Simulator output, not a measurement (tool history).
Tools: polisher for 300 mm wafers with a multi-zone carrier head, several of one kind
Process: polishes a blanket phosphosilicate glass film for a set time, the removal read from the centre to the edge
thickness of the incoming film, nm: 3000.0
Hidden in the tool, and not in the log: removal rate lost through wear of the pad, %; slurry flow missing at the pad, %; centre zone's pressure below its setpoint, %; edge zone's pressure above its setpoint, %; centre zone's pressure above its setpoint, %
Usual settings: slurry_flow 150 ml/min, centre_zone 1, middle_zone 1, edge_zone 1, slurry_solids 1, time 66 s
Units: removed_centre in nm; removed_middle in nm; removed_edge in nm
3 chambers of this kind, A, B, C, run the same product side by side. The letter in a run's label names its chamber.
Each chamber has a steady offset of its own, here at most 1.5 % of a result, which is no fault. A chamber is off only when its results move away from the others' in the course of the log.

| run | hour | slurry_flow | centre_zone | middle_zone | edge_zone | slurry_solids | time | wafers polished on this pad | hours since the slurry nozzle was cleaned | hours since the centre zone pressure was calibrated | hours since the edge zone pressure was calibrated | removed_centre | removed_middle | removed_edge |
|---|---|---|---|---|---|---|---|---|---|---|---|---|---|---|
| 1B | 12.8 | 150 | 1 | 1 | 1 | 1 | 66 | 359 | 202 | 405.5 | 28.7 | 676.49 | 673.29 | 666.81 |
| 2C | 23.5 | 150 | 1 | 1 | 1 | 1 | 66 | 494 | 441.7 | 131.6 | 145 | 684.6 | 664.29 | 657.79 |
| 3A | 29.7 | 150 | 1 | 1 | 1 | 1 | 66 | 520 | 118.7 | 325.7 | 1357 | 679.52 | 671.96 | 686.63 |
| 4A | 35.6 | 150 | 1 | 1 | 1 | 1 | 66 | 561 | 124.6 | 331.6 | 1362.9 | 684.64 | 665.18 | 679.07 |
| 5C | 44.8 | 150 | 1 | 1 | 1 | 1 | 66 | 642 | 463 | 152.9 | 166.3 | 665.52 | 652.92 | 674.22 |
| 6B | 52.5 | 150 | 1 | 1 | 1 | 1 | 66 | 634 | 241.7 | 445.2 | 68.4 | 661.22 | 659.36 | 673.26 |
| 7A | 63.1 | 150 | 1 | 1 | 0.92 | 1 | 66 | 752 | 152.1 | 359.1 | 1390.4 | 666.72 | 676.3 | 654.13 |
|  | 69.6 | chamber B: worn pad replaced by a new one |
| 8B | 74.4 | 150 | 1 | 1 | 0.92 | 1 | 66 | 33 | 263.6 | 467.1 | 90.3 | 646.79 | 676.69 | 626.62 |
| 9C | 80.6 | 150 | 1 | 1 | 0.92 | 1 | 66 | 890 | 498.8 | 188.7 | 202.1 | 646.71 | 651.18 | 624.88 |
| 10B | 90.5 | 150 | 1 | 1 | 1 | 1 | 66 | 144 | 279.7 | 483.2 | 106.4 | 662.14 | 667.49 | 677.42 |
| 11C | 96.9 | 150 | 1 | 1 | 1 | 1 | 66 | 1003 | 515.1 | 205 | 218.4 | 648.58 | 628.67 | 662.41 |
|  | 104.9 | chamber A: worn pad replaced by a new one |
| 12A | 109 | 150 | 1 | 1 | 1 | 1 | 66 | 28 | 198 | 405 | 1436.3 | 681.23 | 669.15 | 673.15 |
| 13C | 116 | 150 | 1 | 1 | 1 | 1 | 66 | 1135 | 534.2 | 224.1 | 237.5 | 640.06 | 628.34 | 642.82 |
| 14B | 123.7 | 150 | 1 | 1.08 | 1 | 1 | 66 | 375 | 312.9 | 516.4 | 139.6 | 666 | 713.03 | 685.58 |
| 15A | 135 | 150 | 1 | 1.08 | 1 | 1 | 66 | 208 | 224 | 431 | 1462.3 | 672.65 | 709.18 | 679.4 |
| 16C | 144.9 | 150 | 1 | 1.08 | 1 | 1 | 66 | 1336 | 563.1 | 253 | 266.4 | 609.42 | 647.45 | 616.76 |
|  | 146.9 | chamber A: edge zone pressure recalibrated |
| 17B | 154 | 150 | 1 | 1 | 1 | 1 | 66 | 585 | 343.2 | 546.7 | 169.9 | 682.57 | 661.58 | 687.5 |
|  | 160.5 | chamber B: worn pad replaced by a new one |
| 18A | 166 | 150 | 1 | 1 | 1 | 1 | 66 | 423 | 255 | 462 | 19.2 | 659.28 | 658.96 | 669.76 |
|  | 174.4 | chamber B: slurry nozzle cleaned |
| 19C | 177.5 | 150 | 1 | 1 | 1 | 1 | 66 | 1562 | 595.7 | 285.6 | 299 | 592.74 | 587.25 | 590.28 |
| 20A | 185.8 | 150 | 1 | 1 | 1 | 1 | 66 | 560 | 274.8 | 481.8 | 39 | 657.59 | 661.54 | 674.39 |
| 21B | 192.3 | 150 | 1 | 1.06 | 1 | 1 | 66 | 220 | 18 | 585 | 208.2 | 667.81 | 699.92 | 682.45 |
| 22B | 202.8 | 150 | 1 | 1.06 | 1 | 1 | 66 | 293 | 28.5 | 595.5 | 218.7 | 672.78 | 706.11 | 679.67 |
| 23C | 209.7 | 150 | 1 | 1.06 | 1 | 1 | 66 | 1785 | 627.9 | 317.8 | 331.2 | 574.67 | 597.16 | 579.99 |

All 3 chambers run these settings next. Forecast each chamber's results:
| 24A | 219.4 | 150 | 0.95 | 1 | 1 | 1 | 66 |  |  |  |  | ? | ? | ? |
| 24B | 219.4 | 150 | 0.95 | 1 | 1 | 1 | 66 |  |  |  |  | ? | ? | ? |
| 24C | 219.4 | 150 | 0.95 | 1 | 1 | 1 | 66 |  |  |  |  | ? | ? | ? |

| run | removed_centre | removed_middle | removed_edge |
|---|---|---|---|
| 24A | 634.17 | 668.14 | 688.12 |
| 24B | 628.45 | 669.28 | 672.05 |
| 24C | 532.22 | 571.31 | 566.95 |
